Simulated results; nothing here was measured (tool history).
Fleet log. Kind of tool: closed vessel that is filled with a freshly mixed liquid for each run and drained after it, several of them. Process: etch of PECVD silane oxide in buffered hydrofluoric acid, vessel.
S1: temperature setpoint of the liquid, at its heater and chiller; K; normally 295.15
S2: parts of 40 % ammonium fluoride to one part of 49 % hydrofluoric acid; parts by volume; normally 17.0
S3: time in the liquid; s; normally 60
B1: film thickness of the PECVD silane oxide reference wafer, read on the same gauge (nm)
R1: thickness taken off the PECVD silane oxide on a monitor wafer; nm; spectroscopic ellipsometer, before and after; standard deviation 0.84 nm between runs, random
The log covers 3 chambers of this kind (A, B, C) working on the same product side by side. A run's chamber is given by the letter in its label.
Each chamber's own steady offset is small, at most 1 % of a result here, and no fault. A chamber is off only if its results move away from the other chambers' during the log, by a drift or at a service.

Run 1C, day 0.146: usual settings; B1 30.014. Result: R1 87.616 nm.
Run 2A, day 0.329: usual settings; B1 30.012. Result: R1 89.912 nm.
Run 3B, day 0.450: usual settings; B1 30.031. Result: R1 89.591 nm.
Run 4A, day 0.612: usual settings; B1 30.012. Result: R1 88.974 nm.
Run 5C, day 0.746: usual settings; B1 30.010. Result: R1 87.120 nm.
Run 6B, day 0.921: usual settings; B1 30.017. Result: R1 85.900 nm.
Run 7A, day 1.017: usual settings; B1 30.004. Result: R1 88.291 nm.
Run 8C, day 1.167: usual settings; B1 30.008. Result: R1 89.323 nm.
Run 9B, day 1.346: usual settings; B1 29.999. Result: R1 87.544 nm.
Run 10B, day 1.504: usual settings; B1 29.991. Result: R1 87.270 nm.
Run 11C, day 1.592: usual settings; B1 29.981. Result: R1 87.375 nm.
Run 12A, day 1.738: usual settings; B1 30.000. Result: R1 90.693 nm.
Run 13A, day 1.821: usual settings; B1 30.014. Result: R1 92.420 nm.
Run 14C, day 1.988: usual settings; B1 30.006. Result: R1 88.476 nm.
Run 15B, day 2.167: usual settings but S3 75 s; B1 29.995. Result: R1 111.360 nm.
Run 16B, day 2.275: usual settings but S3 75 s; B1 29.979. Result: R1 111.520 nm.
Run 17C, day 2.400: usual settings but S3 75 s; B1 30.011. Result: R1 108.880 nm.
Run 18A, day 2.508: usual settings but S1 297.65 K, S2 13.0 parts by volume; B1 29.999. Result: R1 141.470 nm.
Run 19C, day 2.683: usual settings but S1 297.65 K, S2 13.0 parts by volume; B1 29.995. Result: R1 130.450 nm.
Run 20A, day 2.825: usual settings but S1 297.65 K, S2 13.0 parts by volume; B1 29.997. Result: R1 138.380 nm.
Run 21B, day 2.950: usual settings; B1 29.981. Result: R1 87.379 nm.
Run 22A, day 3.112: usual settings; B1 29.997. Result: R1 94.058 nm.
Run 23C, day 3.212: usual settings but S2 19.5 parts by volume, S3 50 s; B1 29.997. Result: R1 64.782 nm.
Run 24B, day 3.304: usual settings but S2 19.5 parts by volume, S3 50 s; B1 29.990. Result: R1 63.538 nm.
Run 25A, day 3.429: usual settings but S2 19.5 parts by volume, S3 50 s; B1 29.992. Result: R1 70.531 nm.
Run 26C, day 3.542: usual settings; B1 29.991. Result: R1 87.177 nm.

Has any chamber moved away from the others, gradually or after a service, or does the common gauge drift, or do the chambers differ only by their own small steady offsets? State the chamber and the most likely cause if one applies.

One chamber, A, drifts off from the rest bit by bit.
Most likely cause: liquid hotter than its thermometer reads (K) = 1.75.
The log might look much the same if the cause were instead: hydrofluoric acid flow above the setpoint (%).

Which of the 4 candidates below, each the usual settings with something changed and its results left as question marks, puts chamber A back in line with what the other chambers give on the usual settings?
Maximum distance from the other chambers' mean on the usual settings for a result to count as in line: R1 2.900 nm
Run 27A-1, day 3.675: usual settings but S2 17.5 parts by volume, S3 55 s. Result: R1 ?.
Run 27A-2, day 3.675: usual settings but S1 293.65 K, S2 19.5 parts by volume. Result: R1 ?.
Run 27A-3, day 3.675: usual settings but S2 16.0 parts by volume, S3 70 s. Result: R1 ?.
Run 27A-4, day 3.675: usual settings but S2 16.5 parts by volume, S3 65 s. Result: R1 ?.

Average result of the remaining chambers running the usual settings: R1 87.625 nm
  run       R1
27A-1   86.734
27A-2   78.334
27A-3  120.530
27A-4  108.590
Change 27A-1 lands the chamber within the allowed miss of the other chambers.
